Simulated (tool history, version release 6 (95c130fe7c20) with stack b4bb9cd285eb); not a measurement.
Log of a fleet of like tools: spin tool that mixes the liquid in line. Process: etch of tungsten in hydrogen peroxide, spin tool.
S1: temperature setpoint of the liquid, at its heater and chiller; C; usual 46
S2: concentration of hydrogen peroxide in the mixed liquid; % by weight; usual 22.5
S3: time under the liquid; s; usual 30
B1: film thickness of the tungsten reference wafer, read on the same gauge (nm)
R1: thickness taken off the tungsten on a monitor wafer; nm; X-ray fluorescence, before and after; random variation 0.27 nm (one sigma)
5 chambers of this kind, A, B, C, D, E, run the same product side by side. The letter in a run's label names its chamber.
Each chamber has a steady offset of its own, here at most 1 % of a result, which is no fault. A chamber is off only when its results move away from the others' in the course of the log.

run    day    S1    S2  S3      B1      R1
 1A  0.162    46  22.5  30  119.97  33.376
 2C  0.425    46  22.5  30  119.95  33.265
 3E  0.621    46  22.5  30  119.98  33.278
     0.625  -- chamber D: heated supply line repaired
 4D  0.775    46  22.5  30  120.02  33.888
 5B  0.892    46  22.5  30  120.03  33.316
 6D  1.033    46  22.5  30  119.99  33.475
 7A  1.175    46  22.5  30  120.02  33.646
 8C  1.383    46  22.5  30  119.97  33.187
 9B  1.542    46  22.5  30  119.97  33.619
10E  1.788    46  22.5  30     120  33.599
11E  1.958    46  22.5  30  119.97  33.684
12B  2.196    46  22.5  30     120  33.695
13C  2.325    46  22.5  30  119.99  33.852
14D  2.588    46  22.5  30  119.99  33.768
15A   2.75    46  22.5  30  119.97    33.4
16A  2.867    46  22.5  30  120.02  33.864
17D  3.046    46  22.5  30  119.95  33.987
     3.212  -- chamber C: thermometer replaced
18C  3.212    46  22.5  30  119.99  33.836
19B  3.371    46  22.5  30     120  34.123
20E  3.583    46  22.5  30     120  33.345
21E  3.754    46  22.5  30     120  33.176
22A      4    46  22.5  30  119.97  32.873
23D  4.121    46  22.5  30     120  34.138
24B  4.279    46  22.5  30  120.04  33.275
25C  4.471  54.5  22.5  15  120.01  28.566
     4.504  -- chamber B: new drum of peroxide connected
      4.55  -- chamber E: heated supply line repaired
26C  4.654  54.5  22.5  15  119.96   27.95
27B  4.858  54.5  22.5  15  120.02  28.402
28A  4.992  54.5  22.5  15  119.95   27.85
29E  5.158  54.5  22.5  15  119.99  28.149
     5.171  -- chamber B: thermometer replaced
30D  5.417    46  22.5  30  119.98  33.683
31E    5.6    46  22.5  30  120.04  34.088
32C  5.804    46  22.5  30  119.97  34.055
33A  6.042    46  22.5  30  120.01  31.949
34B  6.242    46  22.5  30  120.01  33.982
35D  6.362    46  22.5  30  120.04  33.592
36E  6.575    46  22.5  30  120.02  33.627
37C   6.75    46  22.5  30  119.96  34.185
38D  6.917    46  22.5  30  119.93  34.194
39B  7.033    46  22.5  30     120   33.85
40A  7.196    46  22.5  30     120   31.41
41C  7.312    46  22.5  30  120.01   34.34
42E  7.558    46    25  30     120  35.229
     7.621  -- chamber B: heated supply line repaired
43D  7.692    46    25  30  120.01  35.804
44B  7.808    46    25  30  119.99  34.959

What goes on in this fleet: one chamber off, a drifting gauge, or nothing beyond the chambers' own small offsets? Name the chamber and the cause, if any.

Chamber A drifts away from the others.
Cause: liquid colder than its thermometer reads (K) = 1.18.
The log may not tell that from: peroxide flow below the setpoint (%); temperature lost on the way to the wafer (K).

Here are 4 candidates for chamber A's next run, each the usual settings with a change, their results left as question marks. Which one brings its results back in line with what the others give on the usual settings?
In line means no further than this from the other chambers' mean on the usual settings: R1 0.96 nm
45A-1  7.996  46    26  30       ?
45A-2  7.996  46  17.5  30       ?
45A-3  7.996  48    23  30       ?
45A-4  7.996  46    19  30       ?

The other chambers' mean on the usual settings: R1 33.752 nm
  run      R1
45A-1  33.554
45A-2  27.615
45A-3  35.875
45A-4  28.752
45A-1 brings the chamber back in line.
